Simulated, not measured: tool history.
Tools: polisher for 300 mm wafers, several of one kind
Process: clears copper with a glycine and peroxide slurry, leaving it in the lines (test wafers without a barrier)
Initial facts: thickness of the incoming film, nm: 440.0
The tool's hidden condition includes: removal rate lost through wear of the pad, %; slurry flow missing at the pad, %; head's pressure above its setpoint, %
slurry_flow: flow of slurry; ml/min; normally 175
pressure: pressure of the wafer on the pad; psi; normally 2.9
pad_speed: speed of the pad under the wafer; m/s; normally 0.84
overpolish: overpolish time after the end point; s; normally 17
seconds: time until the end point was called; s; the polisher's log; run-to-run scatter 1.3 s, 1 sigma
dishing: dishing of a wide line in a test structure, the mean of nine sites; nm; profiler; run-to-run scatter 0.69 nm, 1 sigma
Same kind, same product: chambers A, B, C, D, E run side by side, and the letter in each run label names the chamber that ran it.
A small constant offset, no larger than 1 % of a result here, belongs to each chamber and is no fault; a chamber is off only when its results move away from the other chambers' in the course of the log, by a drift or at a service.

run,day,slurry_flow,pressure,pad_speed,overpolish,wafers polished on this pad,hours since the slurry nozzle was cleaned,hours since the head pressure was calibrated,seconds,dishing
# day 0.208: chamber E: worn pad replaced by a new one
1D,0.229,175,2.9,0.84,17,875,659.4,523.7,97.375,52.985
2E,0.442,175,2.9,0.84,17,38,202.7,1200.8,98.265,51.652
3A,0.75,175,2.9,0.84,17,711,152.4,123.8,98.499,53.673
# day 0.908: chamber B: worn pad replaced by a new one
4C,0.996,175,2.9,0.84,17,637,64.9,401.6,97.296,53.184
# day 1.033: chamber C: worn pad replaced by a new one
5B,1.404,175,2.9,0.84,17,80,147.2,545.8,97.257,53.611
6C,1.758,175,2.9,0.84,17,117,83.2,419.9,98.067,53.215
7D,2.029,175,2.9,0.84,17,1165,702.6,566.9,97.313,52.964
8B,2.412,175,2.9,0.84,22,242,171.4,570,98.139,66.161
9A,2.675,175,2.9,0.84,22,1021,198.6,170,99.902,65.632
# day 2.721: chamber D: worn pad replaced by a new one
10E,3.008,175,2.9,0.84,22,451,264.3,1262.4,94.974,65.612
11C,3.342,175,2.9,0.84,22,372,121.2,457.9,98.49,63.465
# day 3.454: chamber E: head pressure recalibrated
12A,3.579,175,2.9,0.84,22,1167,220.3,191.7,98.794,64.878
# day 3.721: chamber E: worn pad replaced by a new one
13B,4.038,175,2.9,0.84,17,504,210.4,609,97.185,53.669
14D,4.329,175,2.9,0.84,17,259,757.8,622.1,96.293,52.963
15E,4.633,175,2.9,0.84,17,147,303.3,28.4,99.38,52.922
16C,4.988,175,2.9,0.84,17,637,160.7,497.4,99.918,52.331
17D,5.233,175,2.9,0.84,17,405,779.5,643.8,98.604,53.416
# day 5.4: chamber C: worn pad replaced by a new one
18A,5.625,175,2.9,0.84,17,1497,269.4,240.8,98.558,51.383
19B,5.912,175,2.9,0.84,17,806,255.4,654,98.517,54.116
20E,6.296,150,2.9,0.84,23,415,343.2,68.3,101.02,66.458
21D,6.588,150,2.9,0.84,23,623,812,676.3,99.627,66.603
# day 6.85: chamber C: slurry nozzle cleaned
22C,6.9,150,2.9,0.84,23,242,1.2,543.3,100.99,66.295
23B,7.275,150,2.9,0.84,23,1026,288.1,686.7,102.22,66.855
24A,7.629,150,2.9,0.84,23,1820,317.5,288.9,103.46,64.64
# day 7.7: chamber D: slurry nozzle cleaned
25E,7.854,175,2.9,0.74,17,666,380.6,105.7,105.96,49.448
# day 7.958: chamber B: head pressure recalibrated
26C,8.125,175,2.9,0.74,17,439,30.6,572.7,107.82,47.856
# day 8.129: chamber E: worn pad replaced by a new one
27A,8.508,175,2.9,0.74,17,1962,338.6,310,108.91,47.22
28E,8.75,175,2.9,0.74,17,100,402.1,127.2,106.45,48.964
29B,8.971,175,2.9,0.74,17,1299,328.8,24.3,111.34,49.017
30D,9.283,175,2.9,0.84,17,1058,38,741,97.681,52.706
31A,9.721,205,2.9,0.84,17,2157,367.7,339.1,102.45,52.281
32B,10.042,205,2.9,0.84,17,1472,354.5,50,96.032,53.453
# day 10.375: chamber C: worn pad replaced by a new one
33D,10.379,205,2.9,0.84,17,1234,64.3,767.3,96.32,53.766
# day 10.525: chamber B: worn pad replaced by a new one
34E,10.754,205,2.9,0.84,17,423,450.2,175.3,95.59,53.942
35C,11.104,205,2.9,0.84,17,118,102.1,644.2,94.851,54.017
36D,11.35,175,1.9,0.84,17,1391,87.6,790.6,134.36,39.945
37B,11.592,175,1.9,0.84,17,172,391.7,87.2,134.37,39.602
38C,12.025,175,1.9,0.84,17,266,124.2,666.3,135.51,38.926
39E,12.25,175,1.9,0.84,17,664,486.1,211.2,135.07,38.988
40A,12.7,175,1.9,0.84,17,2637,439.2,410.6,145.8,36.759
41B,12.971,175,2.9,0.84,17,394,424.8,120.3,96.315,52.469
42A,13.371,175,2.9,0.84,21,2746,455.3,426.7,105.48,58.794

Which is it: a chamber that has drifted or been left off by a service, a gauge drift common to all chambers, or only each chamber's usual small offset? If a chamber is off, name it and its likeliest cause.

It is chamber A that slowly wanders off from its peers.
Cause: removal rate lost through wear of the pad, % = 7.47.
It could be hard to tell apart here from: slurry flow missing at the pad, %; head's pressure below its setpoint, %.

Here are 4 candidates for chamber A's next run, each the usual settings with a change, their results left as question marks. Which one brings its results back in line with what the others give on the usual settings?
To be in line, a result may differ from the other chambers' mean on the usual settings by at most: seconds 4.5 s; dishing 2.4 nm
43A-1,13.7,175,2.8,0.8,17,,,,?,?
43A-2,13.7,175,3,0.88,17,,,,?,?
43A-3,13.7,180,3.2,0.92,17,,,,?,?
43A-4,13.7,170,2.7,0.76,17,,,,?,?

What the other chambers average on the usual settings: seconds 98.287 s; dishing 52.375 nm
run,seconds,dishing
43A-1,112.98,46.836
43A-2,98.901,52.507
43A-3,89.958,56.947
43A-4,121.65,43.92
With 43A-2, the chamber falls back in line with the rest.
